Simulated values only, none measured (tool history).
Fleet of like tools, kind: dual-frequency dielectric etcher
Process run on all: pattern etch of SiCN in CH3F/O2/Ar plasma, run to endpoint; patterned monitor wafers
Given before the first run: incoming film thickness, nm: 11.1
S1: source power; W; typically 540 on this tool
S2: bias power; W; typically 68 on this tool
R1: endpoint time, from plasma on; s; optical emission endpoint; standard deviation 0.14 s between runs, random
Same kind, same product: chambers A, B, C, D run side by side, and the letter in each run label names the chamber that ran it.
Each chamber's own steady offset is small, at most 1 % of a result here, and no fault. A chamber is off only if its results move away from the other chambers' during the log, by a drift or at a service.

Run 1D, hour 8.7: usual settings. Result: R1 27.134 s.
Run 2C, hour 18.1: usual settings. Result: R1 26.731 s.
Run 3A, hour 28.4: usual settings. Result: R1 27.376 s.
Run 4B, hour 36.4: usual settings. Result: R1 26.785 s.
Run 5C, hour 43.5: usual settings. Result: R1 27.025 s.
Run 6D, hour 52.2: usual settings. Result: R1 27.062 s.
Run 7B, hour 59.8: usual settings. Result: R1 26.815 s.
Run 8A, hour 67.5: usual settings. Result: R1 27.352 s.
Run 9C, hour 75.9: usual settings. Result: R1 27.136 s.
At hour 83.1: chamber C: wet clean of the chamber.
Run 10A, hour 86.2: usual settings. Result: R1 27.141 s.
Run 11B, hour 95.3: usual settings. Result: R1 27.046 s.
Run 12D, hour 104.9: usual settings. Result: R1 27.122 s.
Run 13B, hour 111.8: usual settings but S1 420 W, S2 52 W. Result: R1 32.915 s.
Run 14D, hour 121.1: usual settings but S1 420 W, S2 52 W. Result: R1 32.016 s.
Run 15A, hour 128.1: usual settings but S1 420 W, S2 52 W. Result: R1 32.685 s.
Run 16C, hour 135.4: usual settings but S1 420 W, S2 52 W. Result: R1 32.210 s.
Run 17C, hour 143.5: usual settings. Result: R1 27.071 s.
Run 18A, hour 150.1: usual settings. Result: R1 27.126 s.
Run 19D, hour 155.9: usual settings. Result: R1 26.680 s.
Run 20B, hour 164.1: usual settings. Result: R1 27.023 s.
Run 21B, hour 174.5: usual settings. Result: R1 26.924 s.
Run 22C, hour 186.1: usual settings but S2 59 W. Result: R1 28.229 s.
Run 23D, hour 192.4: usual settings but S2 59 W. Result: R1 27.967 s.
Run 24A, hour 202.5: usual settings but S2 59 W. Result: R1 28.569 s.
Run 25A, hour 208.2: usual settings but S2 59 W. Result: R1 28.637 s.
Run 26C, hour 216.6: usual settings. Result: R1 26.811 s.
Run 27B, hour 226.9: usual settings. Result: R1 26.738 s.
Run 28D, hour 237.9: usual settings. Result: R1 26.191 s.
Run 29B, hour 249.5: usual settings. Result: R1 27.066 s.
Run 30A, hour 260.3: usual settings. Result: R1 27.064 s.
Run 31D, hour 265.9: usual settings. Result: R1 26.087 s.
Run 32C, hour 273.8: usual settings. Result: R1 26.919 s.
At hour 279.5: chamber B: wet clean of the chamber.
Run 33A, hour 283.3: usual settings. Result: R1 27.618 s.
Run 34D, hour 291.4: usual settings. Result: R1 26.125 s.
Run 35C, hour 298.3: usual settings. Result: R1 27.054 s.
Run 36B, hour 306.1: usual settings. Result: R1 27.008 s.
Run 37A, hour 312.2: usual settings. Result: R1 27.181 s.
Run 38D, hour 318.9: usual settings. Result: R1 26.066 s.
Run 39C, hour 330.6: usual settings. Result: R1 26.942 s.
Run 40B, hour 335.9: usual settings. Result: R1 27.024 s.
At hour 344.4: chamber A: source power generator calibrated.
Run 41D, hour 346.7: usual settings. Result: R1 25.839 s.
Run 42A, hour 353.6: usual settings. Result: R1 27.322 s.
Run 43B, hour 362.3: usual settings. Result: R1 27.135 s.

Read the log: is a single chamber off, either drifting away or since a service, is the gauge that measures every chamber drifting, or is nothing wrong beyond small per-chamber offsets? Name any odd chamber and what most likely caused it.

Chamber D drifts away from the others.
Cause: etch rate over this chamber's usual, % = 4.49.

Chamber D could run next with any of the 4 candidate recipes listed below; each alters the usual settings, and their results appear as question marks. Which one brings its results back in line with what the other chambers deliver on the usual settings?
A result is in line if it is within this distance of the other chambers' mean on the usual settings: R1 0.510 s
Run 44D-1, hour 370.7: usual settings but S1 580 W, S2 72 W. Result: R1 ?.
Run 44D-2, hour 370.7: usual settings but S2 59 W. Result: R1 ?.
Run 44D-3, hour 370.7: usual settings but S1 530 W, S2 67 W. Result: R1 ?.
Run 44D-4, hour 370.7: usual settings but S2 70 W. Result: R1 ?.

What the other chambers average on the usual settings: R1 27.074 s
  run      R1
44D-1  24.576
44D-2  26.981
44D-3  26.057
44D-4  25.493
44D-2 is the one that brings the chamber's results back in line with the other chambers.
